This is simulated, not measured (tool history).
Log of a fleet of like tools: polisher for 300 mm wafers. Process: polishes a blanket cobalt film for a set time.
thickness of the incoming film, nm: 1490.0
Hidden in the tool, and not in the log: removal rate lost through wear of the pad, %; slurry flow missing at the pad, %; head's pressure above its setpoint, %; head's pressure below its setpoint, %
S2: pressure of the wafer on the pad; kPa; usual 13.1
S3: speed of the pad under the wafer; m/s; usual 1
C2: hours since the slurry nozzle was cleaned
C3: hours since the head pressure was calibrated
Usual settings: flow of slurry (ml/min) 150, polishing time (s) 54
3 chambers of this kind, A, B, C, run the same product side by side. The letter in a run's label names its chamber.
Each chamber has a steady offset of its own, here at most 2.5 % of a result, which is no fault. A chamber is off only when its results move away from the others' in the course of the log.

At day 0.067: chamber B: slurry nozzle cleaned.
Run 1A, day 0.138: usual settings; wafers polished on this pad 840; C2 364.5; C3 369.5. Result: film removed (Å) 2238.7.
At day 0.142: chamber C: worn pad replaced by a new one.
At day 0.171: chamber B: worn pad replaced by a new one.
Run 2C, day 0.375: usual settings; wafers polished on this pad 93; C2 15.8; C3 180.5. Result: film removed (Å) 2298.1.
Run 3B, day 0.612: usual settings; wafers polished on this pad 176; C2 13.2; C3 57.0. Result: film removed (Å) 2281.7.
Run 4C, day 0.788: usual settings; wafers polished on this pad 257; C2 25.7; C3 190.4. Result: film removed (Å) 2290.5.
At day 0.812: chamber A: head pressure recalibrated.
Run 5A, day 1.025: usual settings; wafers polished on this pad 1192; C2 385.8; C3 5.2. Result: film removed (Å) 2171.0.
Run 6B, day 1.225: usual settings; wafers polished on this pad 419; C2 27.9; C3 71.7. Result: film removed (Å) 2319.4.
Run 7C, day 1.438: usual settings; wafers polished on this pad 515; C2 41.3; C3 206.0. Result: film removed (Å) 2305.4.
At day 1.538: chamber A: worn pad replaced by a new one.
Run 8A, day 1.725: usual settings but flow of slurry (ml/min) 135, polishing time (s) 65; wafers polished on this pad 74; C2 402.6; C3 22.0. Result: film removed (Å) 2665.4.
Run 9B, day 1.954: usual settings but flow of slurry (ml/min) 135, polishing time (s) 65; wafers polished on this pad 708; C2 45.4; C3 89.2. Result: film removed (Å) 2733.4.
Run 10A, day 2.188: usual settings but flow of slurry (ml/min) 135, polishing time (s) 65; wafers polished on this pad 258; C2 413.7; C3 33.1. Result: film removed (Å) 2646.3.
Run 11B, day 2.442: usual settings; wafers polished on this pad 902; C2 57.1; C3 100.9. Result: film removed (Å) 2262.0.
Run 12C, day 2.642: usual settings; wafers polished on this pad 993; C2 70.2; C3 234.9. Result: film removed (Å) 2319.3.
At day 2.662: chamber A: slurry nozzle cleaned.
Run 13A, day 2.883: usual settings; wafers polished on this pad 534; C2 5.3; C3 49.8. Result: film removed (Å) 2209.0.
Run 14C, day 3.092: usual settings; wafers polished on this pad 1171; C2 81.0; C3 245.7. Result: film removed (Å) 2358.5.
Run 15B, day 3.233: usual settings; wafers polished on this pad 1216; C2 76.1; C3 119.9. Result: film removed (Å) 2268.1.
Run 16B, day 3.442: usual settings; wafers polished on this pad 1299; C2 81.1; C3 124.9. Result: film removed (Å) 2330.3.
At day 3.479: chamber B: worn pad replaced by a new one.
Run 17A, day 3.675: usual settings; wafers polished on this pad 848; C2 24.3; C3 68.8. Result: film removed (Å) 2212.5.
Run 18C, day 3.892: usual settings; wafers polished on this pad 1489; C2 100.2; C3 264.9. Result: film removed (Å) 2388.5.
Run 19A, day 4.179: usual settings; wafers polished on this pad 1048; C2 36.4; C3 80.9. Result: film removed (Å) 2218.3.
At day 4.312: chamber C: worn pad replaced by a new one.
Run 20C, day 4.388: usual settings; wafers polished on this pad 30; C2 112.1; C3 276.8. Result: film removed (Å) 2389.2.
Run 21B, day 4.608: usual settings; wafers polished on this pad 449; C2 109.1; C3 152.9. Result: film removed (Å) 2270.3.
At day 4.621: chamber A: worn pad replaced by a new one.
Run 22A, day 4.888: usual settings; wafers polished on this pad 106; C2 53.4; C3 97.9. Result: film removed (Å) 2220.5.
Run 23C, day 5.100: usual settings; wafers polished on this pad 313; C2 129.2; C3 293.9. Result: film removed (Å) 2480.0.
Run 24B, day 5.254: usual settings; wafers polished on this pad 705; C2 124.6; C3 168.4. Result: film removed (Å) 2232.0.
Run 25A, day 5.442: usual settings; wafers polished on this pad 326; C2 66.7; C3 111.2. Result: film removed (Å) 2231.3.
Run 26C, day 5.683: usual settings; wafers polished on this pad 544; C2 143.2; C3 307.9. Result: film removed (Å) 2483.3.
Run 27B, day 5.854: usual settings; wafers polished on this pad 943; C2 139.0; C3 182.8. Result: film removed (Å) 2293.6.
Run 28B, day 6.075: usual settings; wafers polished on this pad 1030; C2 144.3; C3 188.1. Result: film removed (Å) 2334.6.
Run 29A, day 6.254: usual settings; wafers polished on this pad 649; C2 86.2; C3 130.7. Result: film removed (Å) 2290.1.
Run 30C, day 6.421: usual settings; wafers polished on this pad 837; C2 160.9; C3 325.6. Result: film removed (Å) 2487.2.

What goes on in this fleet: one chamber off, a drifting gauge, or nothing beyond the chambers' own small offsets? Name the chamber and the cause, if any.

Chamber C drifts away from the others.
Cause: head's pressure above its setpoint, % = 10.8.

Here are 4 candidates for chamber C's next run, each the usual settings with a change, their results left as question marks. Which one brings its results back in line with what the others give on the usual settings?
In line means no further than this from the other chambers' mean on the usual settings: film removed (Å) 79.0
Run 31C-1, day 6.629: usual settings but S2 12.4 kPa, S3 0.94 m/s, polishing time (s) 51. Result: film removed (Å) ?.
Run 31C-2, day 6.629: usual settings but S2 14.5 kPa, S3 1.08 m/s. Result: film removed (Å) ?.
Run 31C-3, day 6.629: usual settings but S2 13.8 kPa, S3 1.02 m/s, polishing time (s) 56. Result: film removed (Å) ?.
Run 31C-4, day 6.629: usual settings but S2 11.7 kPa. Result: film removed (Å) ?.

The other chambers' mean on the usual settings: film removed (Å) 2256.5
  run  film removed (Å)
31C-1            2116.6
31C-2            2994.2
31C-3            2796.3
31C-4            2250.7
31C-4 brings the chamber back in line.
